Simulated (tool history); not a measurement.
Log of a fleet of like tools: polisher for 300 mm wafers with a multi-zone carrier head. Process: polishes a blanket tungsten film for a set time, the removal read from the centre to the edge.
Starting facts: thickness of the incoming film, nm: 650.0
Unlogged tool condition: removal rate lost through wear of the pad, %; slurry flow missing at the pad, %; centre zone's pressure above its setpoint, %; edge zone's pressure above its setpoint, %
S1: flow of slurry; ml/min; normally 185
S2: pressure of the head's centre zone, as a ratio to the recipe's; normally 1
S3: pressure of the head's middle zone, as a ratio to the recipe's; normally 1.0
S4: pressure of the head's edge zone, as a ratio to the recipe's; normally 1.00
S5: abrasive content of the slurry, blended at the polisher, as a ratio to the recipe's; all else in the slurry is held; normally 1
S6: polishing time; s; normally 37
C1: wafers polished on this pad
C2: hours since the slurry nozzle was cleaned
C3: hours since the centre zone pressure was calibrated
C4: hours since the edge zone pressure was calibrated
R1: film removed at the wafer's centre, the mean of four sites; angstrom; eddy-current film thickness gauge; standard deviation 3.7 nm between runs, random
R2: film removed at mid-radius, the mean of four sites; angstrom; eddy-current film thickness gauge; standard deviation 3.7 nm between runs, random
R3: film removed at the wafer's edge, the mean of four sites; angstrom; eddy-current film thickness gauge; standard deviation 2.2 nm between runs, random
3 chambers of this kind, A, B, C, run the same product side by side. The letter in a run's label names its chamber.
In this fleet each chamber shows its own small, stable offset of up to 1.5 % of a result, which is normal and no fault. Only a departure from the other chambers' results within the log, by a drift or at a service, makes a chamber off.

| run | day | S1 | S2 | S3 | S4 | S5 | S6 | C1 | C2 | C3 | C4 | R1 | R2 | R3 |
|---|---|---|---|---|---|---|---|---|---|---|---|---|---|---|
| 1C | 0.208 | 185 | 1 | 1.0 | 1.00 | 1 | 37 | 985 | 5.5 | 270.1 | 61.8 | 2479.3 | 2465.6 | 2464.6 |
| 2A | 0.396 | 185 | 1 | 1.0 | 1.00 | 1 | 37 | 174 | 122.8 | 769.2 | 576.7 | 2410.6 | 2458.4 | 2494.8 |
|  | 0.492 | chamber C: worn pad replaced by a new one |
|  | 0.550 | chamber B: worn pad replaced by a new one |
| 3B | 0.638 | 185 | 1 | 1.0 | 1.00 | 1 | 37 | 16 | 70.4 | 1086.9 | 467.4 | 2450.2 | 2521.9 | 2475.4 |
| 4C | 0.988 | 185 | 1 | 1.0 | 1.00 | 1 | 37 | 92 | 24.2 | 288.8 | 80.5 | 2461.9 | 2549.4 | 2456.2 |
| 5B | 1.338 | 185 | 1 | 1.0 | 1.06 | 1 | 47 | 146 | 87.2 | 1103.7 | 484.2 | 3076.1 | 3136.4 | 3251.1 |
| 6A | 1.521 | 185 | 1 | 1.0 | 1.06 | 1 | 47 | 383 | 149.8 | 796.2 | 603.7 | 3085.6 | 3112.1 | 3254.2 |
| 7B | 1.754 | 185 | 1 | 1.0 | 1.06 | 1 | 47 | 223 | 97.2 | 1113.7 | 494.2 | 3061.7 | 3188.2 | 3238.9 |
|  | 1.892 | chamber B: centre zone pressure recalibrated |
| 8C | 1.950 | 185 | 1 | 1.0 | 1.00 | 1 | 37 | 270 | 47.3 | 311.9 | 103.6 | 2475.7 | 2512.7 | 2485.3 |
| 9A | 2.333 | 185 | 1 | 1.0 | 1.04 | 1 | 37 | 533 | 169.3 | 815.7 | 623.2 | 2447.6 | 2455.6 | 2539.9 |
| 10B | 2.667 | 185 | 1 | 1.0 | 1.04 | 1 | 37 | 392 | 119.1 | 18.6 | 516.1 | 2704.8 | 2440.2 | 2549.5 |
| 11A | 3.062 | 185 | 1 | 1.0 | 1.04 | 1 | 37 | 668 | 186.8 | 833.2 | 640.7 | 2397.1 | 2498.2 | 2512.6 |
| 12C | 3.421 | 185 | 1 | 1.0 | 1.00 | 1 | 37 | 543 | 82.6 | 347.2 | 138.9 | 2509.4 | 2425.6 | 2478.5 |
| 13C | 3.642 | 185 | 1 | 1.0 | 1.00 | 1 | 37 | 583 | 87.9 | 352.5 | 144.2 | 2491.8 | 2467.2 | 2472.1 |
| 14B | 3.933 | 185 | 1 | 1.0 | 1.00 | 1 | 37 | 627 | 149.5 | 49.0 | 546.5 | 2688.6 | 2522.4 | 2470.6 |
| 15A | 4.296 | 185 | 1 | 1.0 | 1.00 | 1 | 37 | 897 | 216.4 | 862.8 | 670.3 | 2415.6 | 2400.5 | 2460.1 |
|  | 4.417 | chamber B: worn pad replaced by a new one |
|  | 4.429 | chamber A: worn pad replaced by a new one |
| 16B | 4.604 | 185 | 1 | 1.0 | 1.00 | 1 | 37 | 34 | 165.6 | 65.1 | 562.6 | 2766.5 | 2479.1 | 2454.6 |
| 17A | 4.779 | 185 | 1 | 0.9 | 1.12 | 1 | 37 | 65 | 228.0 | 874.4 | 681.9 | 2420.1 | 2294.1 | 2594.6 |
| 18C | 5.058 | 185 | 1 | 0.9 | 1.12 | 1 | 37 | 846 | 121.9 | 386.5 | 178.2 | 2420.5 | 2282.2 | 2617.7 |
| 19B | 5.308 | 185 | 1 | 0.9 | 1.12 | 1 | 37 | 165 | 182.5 | 82.0 | 579.5 | 2675.3 | 2286.7 | 2607.5 |
| 20A | 5.517 | 185 | 1 | 1.0 | 1.00 | 1 | 37 | 201 | 245.7 | 892.1 | 699.6 | 2417.7 | 2487.5 | 2474.8 |
| 21C | 5.871 | 185 | 1 | 1.0 | 0.92 | 1 | 37 | 996 | 141.4 | 406.0 | 197.7 | 2464.4 | 2492.0 | 2381.5 |

For the next run the whole fleet of 3 chambers uses the same settings. Give each chamber's results:
| 22A | 6.162 | 185 | 1 | 1.0 | 1.00 | 1 | 37 |  |  |  |  | ? | ? | ? |
| 22B | 6.162 | 185 | 1 | 1.0 | 1.00 | 1 | 37 |  |  |  |  | ? | ? | ? |
| 22C | 6.162 | 185 | 1 | 1.0 | 1.00 | 1 | 37 |  |  |  |  | ? | ? | ? |

| run | R1 | R2 | R3 |
|---|---|---|---|
| 22A | 2399.8 | 2471.6 | 2394.3 |
| 22B | 2635.9 | 2480.3 | 2457.7 |
| 22C | 2449.1 | 2491.3 | 2482.0 |
